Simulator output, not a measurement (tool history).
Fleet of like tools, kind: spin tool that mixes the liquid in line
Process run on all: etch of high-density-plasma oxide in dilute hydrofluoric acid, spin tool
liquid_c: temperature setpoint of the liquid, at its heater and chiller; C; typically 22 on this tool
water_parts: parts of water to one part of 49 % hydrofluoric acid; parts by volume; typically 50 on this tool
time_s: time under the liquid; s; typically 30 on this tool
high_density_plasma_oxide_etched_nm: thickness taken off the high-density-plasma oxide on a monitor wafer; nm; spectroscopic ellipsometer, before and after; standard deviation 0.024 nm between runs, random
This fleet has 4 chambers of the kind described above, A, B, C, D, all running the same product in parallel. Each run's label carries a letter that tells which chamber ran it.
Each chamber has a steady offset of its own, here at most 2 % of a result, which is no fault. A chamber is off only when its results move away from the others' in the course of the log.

run   hour  liquid_c  water_parts  time_s  read-back film thickness of the high-density-plasma oxide reference wafer, read on the same gauge (nm)  high_density_plasma_oxide_etched_nm
 1D    4.6        22           50      30                                                                                                  70.005                               4.4792
 2B    9.2        22           50      30                                                                                                  69.955                               4.4350
 3C   13.5        22           50      30                                                                                                  69.966                               4.4937
 4A   18.6        22           50      30                                                                                                  69.957                               4.4273
 5C   21.8        22           50      30                                                                                                  70.045                               4.4886
 6D   26.9        22           50      30                                                                                                  70.000                               4.4417
 7B   31.2        22           50      30                                                                                                  69.999                               4.4794
 8A   35.3        22           50      30                                                                                                  69.966                               4.4044
 9D   39.4        22           50      30                                                                                                  69.967                               4.4280
10B   43.6        22           40      45                                                                                                  69.983                               8.4588
11A   46.9        22           40      45                                                                                                  70.001                               8.3216
12C   50.3        22           40      45                                                                                                  69.960                               8.4745
13A   55.2        22           40      45                                                                                                  69.991                               8.3292
14C   58.4        22           50      30                                                                                                  70.042                               4.4198
15B   63.2        22           50      30                                                                                                  70.010                               4.4224
16D   66.6        22           50      30                                                                                                  70.015                               4.4317
17C   69.7        22           30      30                                                                                                  70.007                               7.5890
18B   73.8        22           30      30                                                                                                  70.041                               7.6574
19A   76.5        22           30      30                                                                                                  70.016                               7.4382
20D   79.2        22           30      30                                                                                                  69.974                               7.5380
21C   81.9        22           50      30                                                                                                  69.962                               4.4485
22B   85.0        22           50      30                                                                                                  70.004                               4.4523
23A   89.6        22           50      30                                                                                                  70.000                               4.3964
24D   92.6        22           50      30                                                                                                  69.998                               4.4567
25C   95.3        19           65      30                                                                                                  70.004                               3.0011
26A   99.8        19           65      30                                                                                                  70.021                               2.9308
27B  102.4        19           65      30                                                                                                  69.990                               2.9709
28D  106.1        19           65      30                                                                                                  70.011                               2.9428
29D  109.7        22           50      30                                                                                                  69.950                               4.4262
30B  112.9        22           50      30                                                                                                  69.996                               4.4775
31C  118.1        22           50      30                                                                                                  70.010                               4.4711
32A  123.3        22           50      30                                                                                                  70.031                               4.3157
33A  128.1        22           50      30                                                                                                  69.989                               4.3729
34C  131.8        22           50      30                                                                                                  69.996                               4.4525
35B  136.2        22           50      30                                                                                                  69.962                               4.4427
36D  140.1        22           35      20                                                                                                  70.000                               4.3087
37A  144.7        22           35      20                                                                                                  70.018                               4.2683
38D  149.8        22           35      20                                                                                                  70.000                               4.3165
39B  153.2        22           35      20                                                                                                  69.977                               4.3260
40C  157.9        22           50      30                                                                                                  70.035                               4.4764
41B  162.0        22           50      30                                                                                                  70.020                               4.4783

What goes on in this fleet: one chamber off, a drifting gauge, or nothing beyond the chambers' own small offsets? Name the chamber and the cause, if any.

Neither any chamber nor the gauge drifts; the chambers differ only by their own small, steady offsets.

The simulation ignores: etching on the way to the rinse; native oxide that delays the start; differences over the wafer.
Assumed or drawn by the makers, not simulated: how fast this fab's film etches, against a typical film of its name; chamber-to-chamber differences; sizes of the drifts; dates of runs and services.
